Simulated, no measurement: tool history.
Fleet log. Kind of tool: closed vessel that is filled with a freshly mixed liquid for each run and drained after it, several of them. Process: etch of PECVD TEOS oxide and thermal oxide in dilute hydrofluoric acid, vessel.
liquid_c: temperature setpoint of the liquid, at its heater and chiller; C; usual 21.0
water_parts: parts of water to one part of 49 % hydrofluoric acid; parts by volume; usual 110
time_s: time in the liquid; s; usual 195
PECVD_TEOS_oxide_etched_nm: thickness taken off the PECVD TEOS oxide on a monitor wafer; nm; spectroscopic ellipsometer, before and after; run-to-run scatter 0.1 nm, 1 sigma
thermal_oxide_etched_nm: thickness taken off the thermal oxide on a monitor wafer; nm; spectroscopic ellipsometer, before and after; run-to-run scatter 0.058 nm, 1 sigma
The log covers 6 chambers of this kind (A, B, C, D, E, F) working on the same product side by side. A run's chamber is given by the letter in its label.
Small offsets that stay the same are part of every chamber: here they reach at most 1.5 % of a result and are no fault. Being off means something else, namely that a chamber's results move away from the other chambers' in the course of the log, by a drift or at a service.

run	hour	liquid_c	water_parts	time_s	hours since the thermometer was replaced	hours since the hydrofluoric acid flow meter was replaced	read-back film thickness of the PECVD TEOS oxide reference wafer, read on the same gauge (nm)	read-back film thickness of the thermal oxide reference wafer, read on the same gauge (nm)	PECVD_TEOS_oxide_etched_nm	thermal_oxide_etched_nm
1F	3.0	21.0	110	195	137.6	791.0	150.03	139.98	15.9940	7.2588
2C	7.4	21.0	110	195	546.0	162.9	150.02	139.99	15.8410	7.3912
3D	11.3	21.0	110	195	258.4	442.8	150.02	140.02	15.7000	7.1183
4B	14.2	21.0	110	195	569.7	704.1	150.03	139.97	15.7250	7.2104
5E	18.1	21.0	110	195	58.6	1092.7	149.97	139.98	15.5200	7.3035
6A	21.6	21.0	110	195	1865.3	510.0	150.00	140.01	15.7730	7.2917
7D	25.2	21.0	110	195	272.3	456.7	150.01	139.98	15.7960	7.1893
8F	27.8	21.0	110	195	162.4	815.8	150.00	140.01	15.9540	7.3045
9A	30.9	21.0	110	195	1874.6	519.3	149.99	140.00	15.7360	7.3607
10E	34.8	21.0	140	195	75.3	1109.4	149.96	140.01	11.8270	5.4975
11C	38.4	21.0	140	195	577.0	193.9	149.98	139.98	11.9770	5.4653
12B	42.5	21.0	140	195	598.0	732.4	150.02	139.99	12.0190	5.5025
13C	45.8	21.0	140	195	584.4	201.3	149.98	139.99	12.2130	5.5456
14B	49.2	21.0	140	195	604.7	739.1	149.97	139.98	11.9990	5.5254
15D	53.5	21.0	140	195	300.6	485.0	149.98	140.03	12.0440	5.5820
16F	57.8	21.0	110	195	192.4	845.8	149.98	139.97	15.7440	7.2479
17E	61.7	21.0	110	110	102.2	1136.3	149.96	140.01	8.7605	4.0356
18A	63.6	21.0	110	110	1907.3	552.0	150.00	140.00	8.9435	4.1428
19A	66.0	21.0	110	110	1909.7	554.4	149.98	140.01	8.8345	4.1255
20F	70.3	21.0	110	110	204.9	858.3	150.00	139.98	8.9025	4.1634
21B	73.4	21.0	110	110	628.9	763.3	150.00	140.00	8.8596	4.1458
22E	77.7	21.0	110	110	118.2	1152.3	150.01	139.98	8.8045	4.1515
23D	81.2	18.0	140	195	328.3	512.7	150.00	139.99	10.7140	5.0039
24C	83.3	18.0	140	195	621.9	238.8	150.03	140.01	10.9600	5.0122
25C	85.7	18.0	140	195	624.3	241.2	149.99	140.02	10.9650	5.1181
26D	88.5	18.0	140	195	335.6	520.0	150.02	140.01	10.7130	4.8901
27F	92.0	18.0	140	195	226.6	880.0	149.96	140.00	10.6870	4.9112
28E	95.4	18.0	140	195	135.9	1170.0	149.99	139.98	10.4490	4.9059
29A	98.9	21.0	110	195	1942.6	587.3	150.00	139.99	15.7980	7.3084
30B	101.1	21.0	110	195	656.6	791.0	150.00	140.01	15.7880	7.3679
31C	103.4	21.0	110	195	642.0	258.9	150.02	140.04	16.6370	7.6719
# hour 107.5: chamber F: hydrofluoric acid flow meter replaced
32B	107.5	21.0	110	195	663.0	797.4	150.01	140.01	15.5640	7.2552
33F	111.7	21.0	110	195	246.3	4.3	149.96	139.99	15.9150	7.3671
34E	113.8	21.0	110	195	154.3	1188.4	149.99	140.00	15.7410	7.2342
35D	116.4	21.0	110	195	363.5	547.9	150.01	140.02	15.8510	7.2263
36A	118.5	23.5	70	195	1962.2	606.9	149.98	140.04	28.4590	12.9670
37B	122.9	23.5	70	195	678.4	812.8	150.02	139.99	28.4510	13.2570
38A	127.4	23.5	70	195	1971.1	615.8	149.98	140.00	28.3030	13.1340
39D	130.8	23.5	70	195	377.9	562.3	150.00	139.98	28.5790	13.0360
40F	132.9	23.5	70	195	267.5	25.5	149.99	140.03	29.0280	13.5900
41C	135.9	23.5	70	195	674.5	291.4	150.04	139.98	30.8680	14.1950
42E	139.2	21.0	110	195	179.7	1213.8	150.01	140.00	15.6880	7.2282
43F	141.1	21.0	110	195	275.7	33.7	150.00	140.01	15.8560	7.2992

All 6 chambers run these settings next. Forecast each chamber's results:
44A	144.3	21.0	155	195					?	?
44B	144.3	21.0	155	195					?	?
44C	144.3	21.0	155	195					?	?
44D	144.3	21.0	155	195					?	?
44E	144.3	21.0	155	195					?	?
44F	144.3	21.0	155	195					?	?

run	PECVD_TEOS_oxide_etched_nm	thermal_oxide_etched_nm
44A	10.5310	4.9249
44B	10.7700	4.8825
44C	11.4120	5.2785
44D	10.6150	4.8817
44E	10.4240	4.9190
44F	10.5980	4.8895
